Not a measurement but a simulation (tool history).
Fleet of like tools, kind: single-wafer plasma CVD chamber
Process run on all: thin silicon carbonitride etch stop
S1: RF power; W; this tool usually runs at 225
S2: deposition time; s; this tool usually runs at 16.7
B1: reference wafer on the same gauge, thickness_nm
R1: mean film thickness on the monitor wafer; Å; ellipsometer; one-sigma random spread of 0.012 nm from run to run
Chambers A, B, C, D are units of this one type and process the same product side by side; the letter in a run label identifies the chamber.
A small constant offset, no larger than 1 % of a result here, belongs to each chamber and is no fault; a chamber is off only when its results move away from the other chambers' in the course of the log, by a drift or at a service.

run,day,S1,S2,B1,R1
1C,0.342,225,16.7,8.0600,97.897
2A,0.783,225,16.7,8.0590,98.880
3B,1.138,225,16.7,8.0571,98.501
4D,1.562,225,16.7,8.0587,98.548
5B,1.825,225,16.7,8.0545,98.543
6D,2.092,225,19.8,8.0545,117.010
7C,2.367,225,19.8,8.0531,115.910
8A,2.846,225,19.8,8.0558,117.170
9C,3.312,225,19.8,8.0529,115.840
10A,3.558,225,16.7,8.0513,98.595
11B,3.958,225,16.7,8.0483,98.456
12D,4.296,225,16.7,8.0491,98.476
13D,4.596,265,19.1,8.0480,118.200
14B,5.033,265,19.1,8.0465,118.280
15A,5.383,265,19.1,8.0466,118.460
16C,5.758,265,19.1,8.0436,117.420
17C,5.971,225,16.7,8.0418,97.670
18A,6.375,200,18.4,8.0435,104.870
19B,6.833,200,18.4,8.0420,104.890
20D,7.079,200,18.4,8.0414,104.560
21D,7.512,200,18.4,8.0410,104.550
22A,7.733,225,16.7,8.0391,98.683
23C,7.950,225,16.7,8.0357,97.581
24B,8.429,225,16.7,8.0386,98.291
25B,8.767,205,15.6,8.0386,89.384
# day 9.200: chamber A: RF generator calibrated
26C,9.242,205,15.6,8.0345,88.609
27A,9.579,205,15.6,8.0336,89.546
28D,9.871,205,15.6,8.0332,89.102
29A,10.125,250,14.9,8.0348,90.463
30D,10.562,250,14.9,8.0335,90.608
31C,10.775,250,14.9,8.0286,89.671
32B,11.000,250,14.9,8.0301,90.562
33C,11.471,225,16.7,8.0283,97.434
34B,11.942,225,16.7,8.0261,98.341
35D,12.400,225,16.7,8.0258,97.989
36A,12.788,245,14.4,8.0226,86.958
37A,13.188,245,14.4,8.0246,87.099
38D,13.442,245,14.4,8.0236,86.875
39C,13.688,245,14.4,8.0207,86.115
40B,14.054,200,14.3,8.0216,81.178
41D,14.546,200,14.3,8.0194,81.084

What goes on in this fleet: one chamber off, a drifting gauge, or nothing beyond the chambers' own small offsets? Name the chamber and the cause, if any.

It is the gauge, not a chamber: its drift shows up in every chamber's results at once, and no chamber is off.
Likeliest cause: gauge reads low (%) = 0.507.

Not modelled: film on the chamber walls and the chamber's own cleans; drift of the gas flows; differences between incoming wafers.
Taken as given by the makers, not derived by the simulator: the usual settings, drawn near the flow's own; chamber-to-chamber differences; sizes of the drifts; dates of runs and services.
